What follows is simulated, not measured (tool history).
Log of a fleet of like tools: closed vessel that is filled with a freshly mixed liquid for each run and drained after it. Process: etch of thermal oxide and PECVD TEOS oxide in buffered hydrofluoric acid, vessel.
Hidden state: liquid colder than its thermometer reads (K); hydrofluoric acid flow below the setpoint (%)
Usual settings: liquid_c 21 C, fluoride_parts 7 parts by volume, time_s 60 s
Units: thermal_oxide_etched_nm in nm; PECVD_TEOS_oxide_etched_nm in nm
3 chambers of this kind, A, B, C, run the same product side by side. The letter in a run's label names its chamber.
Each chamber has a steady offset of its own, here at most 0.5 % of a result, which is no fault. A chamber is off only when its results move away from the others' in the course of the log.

run,hour,liquid_c,fluoride_parts,time_s,hours since the thermometer was replaced,hours since the hydrofluoric acid flow meter was replaced,"read-back film thickness of the thermal oxide reference wafer, read on the same gauge (nm)","read-back film thickness of the PECVD TEOS oxide reference wafer, read on the same gauge (nm)",thermal_oxide_etched_nm,PECVD_TEOS_oxide_etched_nm
1C,7.2,21,7,60,377.8,182.9,110.01,109.99,84.451,185.02
2A,19.9,21,7,60,189.3,381.1,110.01,109.99,84.083,183.6
3B,33.6,21,7,60,487.5,691.8,110,110.05,84.581,185.9
4C,46.4,21,7,60,417,222.1,109.99,110,84.441,184.34
5B,58.3,21,7,60,512.2,716.5,109.99,109.98,84.431,186.86
6A,69,21,7,60,238.4,430.2,109.98,109.99,84.403,184.4
7A,78.3,24.5,7,40,247.7,439.5,110.01,109.99,68.026,147.68
8B,89.1,24.5,7,40,543,747.3,110,110.03,68.3,149.08
9C,97.1,24.5,7,40,467.7,272.8,110,109.96,68.198,148.28
10A,111.8,21,7,60,281.2,473,110.02,109.99,84.466,182.32
11B,122.5,23.5,8.5,60,576.4,780.7,109.99,110.01,78.594,173.7
12C,132,23.5,8.5,60,502.6,307.7,109.99,109.99,78.893,171.82
13C,145.4,23.5,8.5,60,516,321.1,110.01,109.98,78.794,173.83
14A,156.7,21,7,60,326.1,517.9,110.01,109.99,84.32,185.07
15B,170.8,21,7,60,624.7,829,110.01,110.04,84.883,184.83
16A,183,21,7,60,352.4,544.2,109.99,110.01,84.718,185.14
17C,196.5,21,7,60,567.1,372.2,109.99,109.95,84.546,184.5
18B,210,21,8.5,30,663.9,868.2,109.99,110.02,34.259,75.828
19A,217.1,21,8.5,30,386.5,578.3,110,109.96,33.973,74.636
# hour 220.3: chamber A: hydrofluoric acid flow meter replaced
20C,227.3,21,8.5,30,597.9,403,110.01,109.98,34.227,74.892
21B,236.9,21,7,80,690.8,895.1,109.99,110,113.16,247.11
22C,251,21,7,80,621.6,426.7,110,110.01,113.33,245.09
23A,263.9,21,7,80,433.3,43.6,109.99,110,113.09,247.81
24B,275.7,21,7,60,729.6,933.9,110.01,110,84.615,187.92
25B,290.7,21,7,60,744.6,948.9,110.01,110.01,84.647,187.63
26A,303.5,21,7,60,472.9,83.2,110.01,110.02,84.307,185.1
27C,315.2,21,7,60,685.8,490.9,110,110,84.421,183.45
28B,328.6,21,7,60,782.5,986.8,110.01,110.01,84.002,185.92
29A,340.6,21,7,60,510,120.3,110.01,110.07,84.129,184.83
30C,351.6,21,7,60,722.2,527.3,110.01,109.99,85.062,182.98
31B,362,21,7,60,815.9,1020.2,109.98,110.05,84.79,185.77
32A,374.4,21,7,60,543.8,154.1,110,110,84.448,185.61
33C,386.5,21,7,60,757.1,562.2,110.02,109.95,84.607,182.08
34C,399.7,21,7,60,770.3,575.4,110,109.99,84.688,184.25
35A,407.7,25,7,60,577.1,187.4,109.99,110,104.97,229.87
36B,418.3,25,7,60,872.2,1076.5,110.01,110,105.2,230.78
37C,433.8,25,7,60,804.4,609.5,110,110.01,105.68,228.66
38A,442.1,26,7,35,611.5,221.8,109.99,109.95,64.852,141.33
39B,454.6,26,7,35,908.5,1112.8,110.01,110.06,64.901,142.78
40A,469,26,7,35,638.4,248.7,109.99,109.99,64.391,141.95
41C,477,21,7,60,847.6,652.7,110.02,110,84.101,183.74

All 3 chambers run these settings next. Forecast each chamber's results:
42A,488.5,21,9,60,,,,,?,?
42B,488.5,21,9,60,,,,,?,?
42C,488.5,21,9,60,,,,,?,?

run,thermal_oxide_etched_nm,PECVD_TEOS_oxide_etched_nm
42A,64.256,140.32
42B,64.7,142.2
42C,64.264,140.19

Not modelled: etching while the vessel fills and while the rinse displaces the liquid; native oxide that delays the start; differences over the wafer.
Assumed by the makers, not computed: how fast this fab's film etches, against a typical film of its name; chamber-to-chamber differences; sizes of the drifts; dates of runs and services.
